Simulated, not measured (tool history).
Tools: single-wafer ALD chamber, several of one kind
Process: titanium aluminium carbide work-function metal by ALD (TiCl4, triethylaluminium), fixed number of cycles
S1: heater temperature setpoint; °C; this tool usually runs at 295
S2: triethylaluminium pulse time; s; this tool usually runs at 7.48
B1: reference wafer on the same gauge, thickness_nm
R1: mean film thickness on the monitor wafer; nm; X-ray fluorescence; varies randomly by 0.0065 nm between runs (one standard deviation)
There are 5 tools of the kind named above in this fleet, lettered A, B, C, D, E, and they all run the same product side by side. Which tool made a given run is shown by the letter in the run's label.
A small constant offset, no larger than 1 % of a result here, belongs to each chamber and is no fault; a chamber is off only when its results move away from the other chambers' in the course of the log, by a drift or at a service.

{"run": "1E", "hour": 5.4, "S1": 295, "S2": 7.48, "B1": 2.1494, "R1": 1.8717}
{"run": "2A", "hour": 8.9, "S1": 295, "S2": 7.48, "B1": 2.1507, "R1": 1.8587}
{"hour": 12.4, "done": "chamber E: thermocouple changed; heater temperature recalibrated"}
{"run": "3B", "hour": 12.4, "S1": 295, "S2": 7.48, "B1": 2.1506, "R1": 1.8586}
{"run": "4D", "hour": 15.4, "S1": 295, "S2": 7.48, "B1": 2.1515, "R1": 1.8504}
{"run": "5C", "hour": 20.0, "S1": 283, "S2": 9.03, "B1": 2.1504, "R1": 1.8225}
{"run": "6E", "hour": 25.2, "S1": 283, "S2": 9.03, "B1": 2.1501, "R1": 1.8509}
{"run": "7A", "hour": 28.3, "S1": 283, "S2": 9.03, "B1": 2.1504, "R1": 1.8228}
{"run": "8B", "hour": 32.2, "S1": 283, "S2": 9.03, "B1": 2.1506, "R1": 1.8125}
{"run": "9D", "hour": 36.5, "S1": 283, "S2": 9.03, "B1": 2.1502, "R1": 1.8051}
{"run": "10C", "hour": 39.2, "S1": 295, "S2": 7.48, "B1": 2.15, "R1": 1.8572}
{"run": "11C", "hour": 42.3, "S1": 295, "S2": 7.48, "B1": 2.1509, "R1": 1.8638}
{"run": "12E", "hour": 46.5, "S1": 286, "S2": 8.94, "B1": 2.1471, "R1": 1.8686}
{"run": "13D", "hour": 50.1, "S1": 286, "S2": 8.94, "B1": 2.1493, "R1": 1.8272}
{"run": "14A", "hour": 53.3, "S1": 286, "S2": 8.94, "B1": 2.1509, "R1": 1.8361}
{"run": "15B", "hour": 57.8, "S1": 286, "S2": 8.94, "B1": 2.1485, "R1": 1.8408}
{"run": "16D", "hour": 60.3, "S1": 286, "S2": 8.94, "B1": 2.1491, "R1": 1.8236}
{"run": "17E", "hour": 64.9, "S1": 295, "S2": 7.48, "B1": 2.1507, "R1": 1.88}
{"run": "18B", "hour": 68.9, "S1": 295, "S2": 7.48, "B1": 2.1511, "R1": 1.8649}
{"run": "19C", "hour": 74.2, "S1": 295, "S2": 7.48, "B1": 2.1512, "R1": 1.8601}
{"run": "20A", "hour": 77.9, "S1": 295, "S2": 7.48, "B1": 2.1507, "R1": 1.8604}
{"run": "21E", "hour": 81.2, "S1": 295, "S2": 7.48, "B1": 2.1513, "R1": 1.8734}
{"run": "22A", "hour": 85.2, "S1": 306, "S2": 5.78, "B1": 2.1509, "R1": 1.8212}
{"run": "23B", "hour": 90.6, "S1": 306, "S2": 5.78, "B1": 2.1509, "R1": 1.8228}
{"run": "24D", "hour": 94.8, "S1": 306, "S2": 5.78, "B1": 2.152, "R1": 1.7812}
{"run": "25C", "hour": 98.4, "S1": 306, "S2": 5.78, "B1": 2.1496, "R1": 1.8288}
{"run": "26E", "hour": 102.9, "S1": 306, "S2": 5.78, "B1": 2.1518, "R1": 1.8454}
{"run": "27D", "hour": 107.4, "S1": 295, "S2": 5.7, "B1": 2.1489, "R1": 1.6981}
{"run": "28C", "hour": 110.9, "S1": 295, "S2": 5.7, "B1": 2.1499, "R1": 1.7323}
{"run": "29A", "hour": 115.3, "S1": 295, "S2": 5.7, "B1": 2.1497, "R1": 1.7349}
{"run": "30B", "hour": 118.1, "S1": 295, "S2": 5.7, "B1": 2.1492, "R1": 1.7227}

Next, every chamber runs the same settings. What will each give?
{"run": "31A", "hour": 122.1, "S1": 295, "S2": 7.48, "R1": "?"}
{"run": "31B", "hour": 122.1, "S1": 295, "S2": 7.48, "R1": "?"}
{"run": "31C", "hour": 122.1, "S1": 295, "S2": 7.48, "R1": "?"}
{"run": "31D", "hour": 122.1, "S1": 295, "S2": 7.48, "R1": "?"}
{"run": "31E", "hour": 122.1, "S1": 295, "S2": 7.48, "R1": "?"}

run=31A R1=1.8481
run=31B R1=1.843
run=31C R1=1.8654
run=31D R1=1.8173
run=31E R1=1.8823
